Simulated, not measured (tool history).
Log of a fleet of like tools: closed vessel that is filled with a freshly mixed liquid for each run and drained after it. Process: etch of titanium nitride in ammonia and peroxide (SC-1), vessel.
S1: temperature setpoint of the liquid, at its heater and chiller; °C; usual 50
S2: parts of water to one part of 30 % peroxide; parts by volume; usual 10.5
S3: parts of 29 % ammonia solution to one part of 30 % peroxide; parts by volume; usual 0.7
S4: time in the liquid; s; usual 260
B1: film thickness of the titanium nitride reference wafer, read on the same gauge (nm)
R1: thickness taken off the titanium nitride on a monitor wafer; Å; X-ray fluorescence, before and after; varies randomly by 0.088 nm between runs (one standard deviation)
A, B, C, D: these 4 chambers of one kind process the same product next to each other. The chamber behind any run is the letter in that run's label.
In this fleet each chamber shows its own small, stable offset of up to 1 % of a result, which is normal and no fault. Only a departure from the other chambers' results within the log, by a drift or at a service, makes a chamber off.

| run | hour | S1 | S2 | S3 | S4 | B1 | R1 |
|---|---|---|---|---|---|---|---|
| 1A | 9.2 | 50 | 10.5 | 0.7 | 260 | 140 | 152.89 |
| 2D | 18.8 | 50 | 10.5 | 0.7 | 260 | 140.04 | 151.03 |
| 3C | 29.4 | 50 | 10.5 | 0.7 | 260 | 140.01 | 154.34 |
| 4B | 40.1 | 50 | 10.5 | 0.7 | 260 | 139.97 | 156.43 |
| 5C | 47.3 | 50 | 10.5 | 0.7 | 260 | 140.02 | 153.52 |
| 6B | 60.5 | 50 | 10.5 | 0.7 | 260 | 140.01 | 156.11 |
| 7A | 71.8 | 50 | 10.5 | 0.7 | 260 | 140.03 | 152.6 |
| 8D | 78.4 | 50 | 10.5 | 0.7 | 260 | 139.98 | 153.18 |
|  | 79.6 | chamber B: ammonia flow meter replaced |
| 9A | 85.2 | 50 | 10.5 | 0.7 | 260 | 140 | 153.18 |
| 10D | 91.7 | 50 | 10.5 | 0.7 | 260 | 139.99 | 152.29 |
| 11C | 102.3 | 50 | 10.5 | 0.7 | 260 | 140.02 | 152.42 |
| 12B | 109 | 50 | 10.5 | 0.7 | 260 | 140.01 | 154.89 |
| 13C | 121.8 | 50 | 10.5 | 0.7 | 260 | 140.02 | 151.51 |
| 14B | 129.8 | 50 | 10.5 | 0.7 | 260 | 140 | 155.66 |
| 15A | 141.8 | 50 | 10.5 | 0.7 | 260 | 139.99 | 152.12 |
| 16D | 154.4 | 50 | 10.5 | 0.7 | 260 | 139.99 | 153.12 |
| 17A | 167.1 | 50 | 10.5 | 0.7 | 260 | 140 | 151.68 |
| 18D | 179 | 50 | 10.5 | 0.7 | 260 | 140.07 | 154.07 |
|  | 188.9 | chamber D: new drum of ammonia solution connected |
| 19B | 193.8 | 50 | 10.5 | 0.7 | 260 | 140.04 | 155.08 |
| 20C | 206.3 | 50 | 10.5 | 0.7 | 260 | 140.02 | 148.31 |
| 21A | 215.2 | 50 | 10.5 | 0.7 | 335 | 139.97 | 194.56 |
| 22D | 228.2 | 50 | 10.5 | 0.7 | 335 | 140.03 | 198.39 |
| 23C | 238.2 | 50 | 10.5 | 0.7 | 335 | 140.02 | 186.77 |
| 24B | 244.8 | 50 | 10.5 | 0.7 | 335 | 139.97 | 199.75 |
| 25C | 255.4 | 50 | 10.5 | 0.7 | 260 | 139.98 | 145.36 |
| 26A | 262.3 | 55.5 | 10.5 | 0.7 | 260 | 139.99 | 223.82 |
| 27B | 269.8 | 55.5 | 10.5 | 0.7 | 260 | 139.96 | 225.75 |
| 28D | 278.1 | 55.5 | 10.5 | 0.7 | 260 | 140.01 | 221.81 |

Decide between three cases: one chamber stands off from its peers, the gauge reading all wafers drifts, or nothing is wrong past each chamber's small offset. Where a chamber is off, say which and what most likely put it there.

One chamber, C, drifts off from the rest bit by bit.
Cause: liquid colder than its thermometer reads (K) = 0.832.

Chamber C could run next with any of the 4 candidate recipes listed below; each alters the usual settings, and their results appear as question marks. Which one brings its results back in line with what the other chambers deliver on the usual settings?
A result is in line if it is within this distance of the other chambers' mean on the usual settings: R1 3.1 Å
| 29C-1 | 288.9 | 50.5 | 10.5 | 0.7 | 260 |  | ? |
| 29C-2 | 288.9 | 51 | 10.5 | 0.7 | 260 |  | ? |
| 29C-3 | 288.9 | 50 | 12 | 0.7 | 260 |  | ? |
| 29C-4 | 288.9 | 50 | 11 | 0.7 | 260 |  | ? |

Other chambers, usual settings, mean: R1 153.82 Å
| run | R1 |
|---|---|
| 29C-1 | 148.95 |
| 29C-2 | 154.12 |
| 29C-3 | 134.26 |
| 29C-4 | 140.44 |
29C-2 puts the chamber back in line with the other chambers.

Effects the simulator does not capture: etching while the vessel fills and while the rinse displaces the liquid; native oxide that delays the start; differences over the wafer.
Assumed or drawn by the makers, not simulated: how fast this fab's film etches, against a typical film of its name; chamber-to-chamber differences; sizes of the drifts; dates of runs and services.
